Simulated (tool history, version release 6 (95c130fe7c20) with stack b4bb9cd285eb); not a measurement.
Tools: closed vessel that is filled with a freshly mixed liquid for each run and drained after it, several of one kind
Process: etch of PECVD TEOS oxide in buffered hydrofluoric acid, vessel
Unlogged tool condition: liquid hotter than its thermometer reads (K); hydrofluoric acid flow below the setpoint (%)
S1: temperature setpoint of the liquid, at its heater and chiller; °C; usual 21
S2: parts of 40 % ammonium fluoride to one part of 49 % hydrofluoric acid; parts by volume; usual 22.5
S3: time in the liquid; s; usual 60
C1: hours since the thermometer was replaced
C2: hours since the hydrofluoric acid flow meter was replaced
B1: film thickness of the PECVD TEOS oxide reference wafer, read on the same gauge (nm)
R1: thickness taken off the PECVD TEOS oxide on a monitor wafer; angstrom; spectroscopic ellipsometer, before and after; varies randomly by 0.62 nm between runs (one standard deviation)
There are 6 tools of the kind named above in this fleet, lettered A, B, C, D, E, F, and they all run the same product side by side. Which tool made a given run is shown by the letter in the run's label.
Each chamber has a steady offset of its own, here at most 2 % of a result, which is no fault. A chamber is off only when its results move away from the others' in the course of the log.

run 1D hour=3.4 | S1=21 S2=22.5 S3=60 | C1=1068.2 C2=1425.5 | B1=99.989 | R1=904.28
run 2A hour=7.5 | S1=21 S2=22.5 S3=60 | C1=997.4 C2=832.6 | B1=100 | R1=903.04
-- hour=8.9 chamber D: hydrofluoric acid flow meter replaced
run 3F hour=13.1 | S1=21 S2=22.5 S3=60 | C1=412.9 C2=778.3 | B1=100.03 | R1=880.12
run 4B hour=17.9 | S1=21 S2=22.5 S3=60 | C1=472.9 C2=589.5 | B1=100.04 | R1=892.19
run 5C hour=22.3 | S1=21 S2=22.5 S3=60 | C1=747.3 C2=206.4 | B1=99.995 | R1=901.75
run 6E hour=28.7 | S1=21 S2=22.5 S3=60 | C1=1333.2 C2=1002.4 | B1=99.995 | R1=902.18
run 7D hour=34.9 | S1=21 S2=22.5 S3=60 | C1=1099.7 C2=26 | B1=100.01 | R1=900.86
run 8C hour=39 | S1=21 S2=22.5 S3=60 | C1=764 C2=223.1 | B1=100.02 | R1=905.36
run 9B hour=43.6 | S1=21 S2=22.5 S3=60 | C1=498.6 C2=615.2 | B1=99.975 | R1=890.33
run 10A hour=47.9 | S1=21 S2=22.5 S3=90 | C1=1037.8 C2=873 | B1=100.02 | R1=1367.1
-- hour=50.4 chamber C: thermometer replaced
run 11E hour=50.9 | S1=21 S2=22.5 S3=90 | C1=1355.4 C2=1024.6 | B1=100.03 | R1=1323.4
run 12F hour=54.2 | S1=21 S2=22.5 S3=90 | C1=454 C2=819.4 | B1=100.02 | R1=1362.1
run 13D hour=57.3 | S1=21 S2=22.5 S3=90 | C1=1122.1 C2=48.4 | B1=100.01 | R1=1361.9
run 14F hour=61.8 | S1=21 S2=22.5 S3=90 | C1=461.6 C2=827 | B1=100.01 | R1=1367.3
run 15A hour=64.7 | S1=21 S2=22.5 S3=90 | C1=1054.6 C2=889.8 | B1=99.996 | R1=1371.1
run 16E hour=69.3 | S1=21 S2=22.5 S3=60 | C1=1373.8 C2=1043 | B1=99.986 | R1=895.09
run 17B hour=74.7 | S1=21 S2=22.5 S3=60 | C1=529.7 C2=646.3 | B1=99.972 | R1=901.83
run 18C hour=80.6 | S1=21 S2=22.5 S3=60 | C1=30.2 C2=264.7 | B1=99.979 | R1=891.45
run 19D hour=85.1 | S1=23.5 S2=19.5 S3=60 | C1=1149.9 C2=76.2 | B1=99.997 | R1=1145
run 20F hour=90 | S1=23.5 S2=19.5 S3=60 | C1=489.8 C2=855.2 | B1=99.986 | R1=1177.8
run 21A hour=93 | S1=23.5 S2=19.5 S3=60 | C1=1082.9 C2=918.1 | B1=100.01 | R1=1171.8
run 22B hour=97.9 | S1=23.5 S2=19.5 S3=60 | C1=552.9 C2=669.5 | B1=99.971 | R1=1138.1
run 23E hour=101.9 | S1=23.5 S2=19.5 S3=60 | C1=1406.4 C2=1075.6 | B1=99.98 | R1=1154.8
run 24C hour=105.3 | S1=23.5 S2=19.5 S3=60 | C1=54.9 C2=289.4 | B1=99.97 | R1=1145.8
run 25F hour=109.2 | S1=21 S2=22.5 S3=60 | C1=509 C2=874.4 | B1=100 | R1=949.67
run 26D hour=113.8 | S1=21 S2=22.5 S3=60 | C1=1178.6 C2=104.9 | B1=99.985 | R1=897.22
run 27C hour=118.9 | S1=21 S2=30 S3=60 | C1=68.5 C2=303 | B1=99.998 | R1=738.49
run 28E hour=124.2 | S1=21 S2=30 S3=60 | C1=1428.7 C2=1097.9 | B1=99.944 | R1=736.3
run 29B hour=129 | S1=21 S2=30 S3=60 | C1=584 C2=700.6 | B1=99.99 | R1=728.64
run 30A hour=131.8 | S1=21 S2=30 S3=60 | C1=1121.7 C2=956.9 | B1=99.999 | R1=740.29
run 31B hour=136.9 | S1=21 S2=30 S3=60 | C1=591.9 C2=708.5 | B1=99.973 | R1=726.61
run 32E hour=140.2 | S1=21 S2=30 S3=60 | C1=1444.7 C2=1113.9 | B1=100.03 | R1=727.16
run 33C hour=145 | S1=21 S2=22.5 S3=60 | C1=94.6 C2=329.1 | B1=99.99 | R1=892.42
run 34F hour=148.1 | S1=21 S2=22.5 S3=60 | C1=547.9 C2=913.3 | B1=100.04 | R1=945.49
run 35D hour=151.1 | S1=19 S2=22.5 S3=85 | C1=1215.9 C2=142.2 | B1=99.985 | R1=1164.2
run 36A hour=155.8 | S1=19 S2=22.5 S3=85 | C1=1145.7 C2=980.9 | B1=100.01 | R1=1160.7
run 37F hour=159.3 | S1=19 S2=22.5 S3=85 | C1=559.1 C2=924.5 | B1=99.993 | R1=1223.5
run 38D hour=163.6 | S1=19 S2=22.5 S3=85 | C1=1228.4 C2=154.7 | B1=99.994 | R1=1139.1
run 39B hour=167 | S1=19 S2=22.5 S3=85 | C1=622 C2=738.6 | B1=100.03 | R1=1121.3
run 40A hour=173 | S1=19 S2=22.5 S3=85 | C1=1162.9 C2=998.1 | B1=100.03 | R1=1161.9
run 41E hour=176.2 | S1=21 S2=22.5 S3=60 | C1=1480.7 C2=1149.9 | B1=100 | R1=897.96

Does one chamber stand apart from the rest, does the shared gauge drift, or is all well apart from small per-chamber offsets? Give the chamber and the most likely cause, where there is one.

One chamber, F, drifts off from the rest bit by bit.
What lies behind it: liquid hotter than its thermometer reads (K) = 1.59.
The log may not separate it from: hydrofluoric acid flow above the setpoint (%).

Here are 4 candidates for chamber F's next run, each the usual settings with a change, their results left as question marks. Which one brings its results back in line with what the others give on the usual settings?
In line means no further than this from the other chambers' mean on the usual settings: R1 22 angstrom
run 42F-1 hour=180.7 | S1=21 S2=23.5 S3=60 | R1=?
run 42F-2 hour=180.7 | S1=21 S2=21.5 S3=60 | R1=?
run 42F-3 hour=180.7 | S1=21 S2=22.5 S3=65 | R1=?
run 42F-4 hour=180.7 | S1=21 S2=25.5 S3=60 | R1=?

What the other chambers average on the usual settings: R1 899.55 angstrom
run=42F-1 R1=952.57
run=42F-2 R1=1012.5
run=42F-3 R1=1063.2
run=42F-4 R1=900.63
Change 42F-4 lands the chamber within the allowed miss of the other chambers.
